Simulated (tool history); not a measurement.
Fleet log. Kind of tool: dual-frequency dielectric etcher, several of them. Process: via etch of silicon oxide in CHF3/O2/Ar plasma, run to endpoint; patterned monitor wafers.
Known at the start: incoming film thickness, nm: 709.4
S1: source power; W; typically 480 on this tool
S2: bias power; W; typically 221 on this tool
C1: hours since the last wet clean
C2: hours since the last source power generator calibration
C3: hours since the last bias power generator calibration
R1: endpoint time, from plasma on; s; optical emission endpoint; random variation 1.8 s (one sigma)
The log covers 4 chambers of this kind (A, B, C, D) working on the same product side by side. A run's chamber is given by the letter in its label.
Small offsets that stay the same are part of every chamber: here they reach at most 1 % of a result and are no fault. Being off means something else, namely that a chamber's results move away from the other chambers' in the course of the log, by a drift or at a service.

run	day	S1	S2	C1	C2	C3	R1
1B	0.429	480	221	162.5	4198.6	662.5	365.56
2C	1.021	480	221	289.0	1430.6	397.7	367.37
3A	1.521	480	221	69.4	1311.0	3540.2	363.03
4D	1.888	480	221	221.4	670.5	1744.7	362.47
5A	2.262	480	221	87.2	1328.8	3558.0	360.11
6C	2.708	480	221	329.5	1471.1	438.2	367.58
7D	3.138	480	188	251.4	700.5	1774.7	388.36
8B	3.462	480	188	235.3	4271.4	735.3	387.00
9A	4.004	480	188	129.0	1370.6	3599.8	384.37
10D	4.567	480	188	285.7	734.8	1809.0	384.98
11B	5.071	480	221	273.9	4310.0	773.9	366.08
12C	5.717	480	221	401.7	1543.3	510.4	363.32
13A	6.192	480	221	181.5	1423.1	3652.3	361.46
14B	6.658	480	221	312.0	4348.1	812.0	367.44
15C	7.162	480	221	436.4	1578.0	545.1	367.71
16D	7.838	480	221	364.2	813.3	1887.5	366.63
17B	8.275	480	221	350.8	4386.9	850.8	362.17
18A	8.688	480	221	241.4	1483.0	3712.2	361.27
19D	9.012	480	221	392.4	841.5	1915.7	365.88
20C	9.558	480	221	493.9	1635.5	602.6	363.30
21B	9.912	480	221	390.1	4426.2	890.1	366.86
22A	10.392	480	221	282.3	1523.9	3753.1	360.28
23D	10.708	480	198	433.1	882.2	1956.4	378.11
24C	11.300	480	198	535.7	1677.3	644.4	382.93
25D	11.617	480	198	454.9	904.0	1978.2	376.63
26A	12.046	480	198	322.0	1563.6	3792.8	379.27
27C	12.433	480	221	562.9	1704.5	671.6	365.06
28B	13.079	550	271	466.1	4502.2	966.1	321.39
29D	13.558	550	271	501.5	950.6	2024.8	322.05
# day 13.825: chamber A: bias power generator calibrated
30B	14.208	550	271	493.2	4529.3	993.2	322.72
# day 14.229: chamber D: wet clean of the chamber
31C	14.892	550	271	621.9	1763.5	730.6	323.13
# day 15.150: chamber B: wet clean of the chamber
32A	15.375	480	221	401.9	1643.5	37.2	361.96
# day 15.458: chamber C: wet clean of the chamber
33C	15.688	480	221	5.6	1782.6	749.7	362.80
34B	16.283	480	264	27.2	4579.1	1043.0	340.61
35D	16.817	480	264	62.1	1028.8	2103.0	340.14

Is one chamber off against the others, does the gauge drift, or is nothing wrong? If a chamber is off, say which, and what the likeliest cause is.

Beyond each chamber's small constant offset nothing stands out, and the gauge stays steady.
